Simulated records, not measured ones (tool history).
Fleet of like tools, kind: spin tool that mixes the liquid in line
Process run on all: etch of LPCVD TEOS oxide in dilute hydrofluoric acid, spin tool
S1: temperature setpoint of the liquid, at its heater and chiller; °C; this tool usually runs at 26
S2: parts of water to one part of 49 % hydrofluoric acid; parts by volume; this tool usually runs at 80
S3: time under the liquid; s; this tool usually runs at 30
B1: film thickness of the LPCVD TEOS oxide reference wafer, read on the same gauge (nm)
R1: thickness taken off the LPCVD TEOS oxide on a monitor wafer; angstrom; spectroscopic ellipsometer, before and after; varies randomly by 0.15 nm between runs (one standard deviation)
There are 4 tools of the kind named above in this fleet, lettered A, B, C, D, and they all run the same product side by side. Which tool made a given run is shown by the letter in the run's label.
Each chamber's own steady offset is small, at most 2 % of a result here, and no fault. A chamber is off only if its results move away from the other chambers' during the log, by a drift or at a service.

{"run": "1B", "hour": 5.5, "S1": 26, "S2": 80, "S3": 30, "B1": 109.99, "R1": 184.66}
{"run": "2A", "hour": 10.6, "S1": 26, "S2": 80, "S3": 30, "B1": 110.01, "R1": 185.08}
{"run": "3C", "hour": 18.2, "S1": 26, "S2": 80, "S3": 30, "B1": 109.97, "R1": 182.18}
{"run": "4D", "hour": 26.8, "S1": 26, "S2": 80, "S3": 30, "B1": 110.0, "R1": 188.5}
{"run": "5C", "hour": 34.3, "S1": 26, "S2": 80, "S3": 30, "B1": 110.01, "R1": 182.12}
{"run": "6B", "hour": 42.4, "S1": 26, "S2": 80, "S3": 30, "B1": 109.97, "R1": 188.42}
{"run": "7A", "hour": 49.6, "S1": 26, "S2": 80, "S3": 30, "B1": 109.99, "R1": 183.96}
{"run": "8D", "hour": 55.0, "S1": 26, "S2": 80, "S3": 30, "B1": 109.96, "R1": 188.52}
{"run": "9C", "hour": 60.3, "S1": 26, "S2": 80, "S3": 30, "B1": 110.0, "R1": 183.68}
{"run": "10B", "hour": 64.9, "S1": 26, "S2": 80, "S3": 30, "B1": 109.98, "R1": 185.62}
{"run": "11A", "hour": 70.9, "S1": 26, "S2": 80, "S3": 30, "B1": 109.99, "R1": 183.73}
{"run": "12D", "hour": 79.1, "S1": 26, "S2": 80, "S3": 30, "B1": 110.02, "R1": 189.9}
{"run": "13B", "hour": 86.4, "S1": 26, "S2": 80, "S3": 30, "B1": 109.98, "R1": 184.66}
{"run": "14C", "hour": 91.1, "S1": 26, "S2": 80, "S3": 30, "B1": 109.98, "R1": 179.67}
{"run": "15A", "hour": 98.8, "S1": 26, "S2": 80, "S3": 30, "B1": 110.0, "R1": 185.11}
{"run": "16D", "hour": 107.2, "S1": 26, "S2": 80, "S3": 30, "B1": 109.99, "R1": 187.57}
{"run": "17A", "hour": 112.3, "S1": 26, "S2": 80, "S3": 30, "B1": 109.98, "R1": 184.76}
{"run": "18C", "hour": 116.3, "S1": 26, "S2": 80, "S3": 30, "B1": 110.01, "R1": 183.64}
{"run": "19B", "hour": 124.7, "S1": 26, "S2": 80, "S3": 30, "B1": 109.95, "R1": 181.09}
{"run": "20D", "hour": 132.9, "S1": 26, "S2": 80, "S3": 30, "B1": 110.04, "R1": 188.8}
{"run": "21C", "hour": 139.1, "S1": 26, "S2": 80, "S3": 30, "B1": 110.04, "R1": 181.27}
{"run": "22D", "hour": 142.8, "S1": 26, "S2": 80, "S3": 45, "B1": 109.98, "R1": 285.85}
{"run": "23A", "hour": 148.3, "S1": 26, "S2": 80, "S3": 45, "B1": 109.95, "R1": 277.09}
{"run": "24B", "hour": 156.1, "S1": 26, "S2": 80, "S3": 45, "B1": 110.03, "R1": 270.12}
{"run": "25B", "hour": 163.9, "S1": 26, "S2": 80, "S3": 45, "B1": 109.98, "R1": 274.79}
{"run": "26A", "hour": 171.9, "S1": 26, "S2": 95, "S3": 15, "B1": 110.01, "R1": 75.942}
{"run": "27C", "hour": 178.6, "S1": 26, "S2": 95, "S3": 15, "B1": 110.01, "R1": 75.074}
{"run": "28D", "hour": 186.6, "S1": 26, "S2": 95, "S3": 15, "B1": 110.01, "R1": 78.673}

Predict what each chamber gives when all 4 of them run the settings below next.
{"run": "29A", "hour": 192.8, "S1": 26, "S2": 80, "S3": 30, "R1": "?"}
{"run": "29B", "hour": 192.8, "S1": 26, "S2": 80, "S3": 30, "R1": "?"}
{"run": "29C", "hour": 192.8, "S1": 26, "S2": 80, "S3": 30, "R1": "?"}
{"run": "29D", "hour": 192.8, "S1": 26, "S2": 80, "S3": 30, "R1": "?"}

run=29A R1=183.190
run=29B R1=175.840
run=29C R1=183.820
run=29D R1=186.760
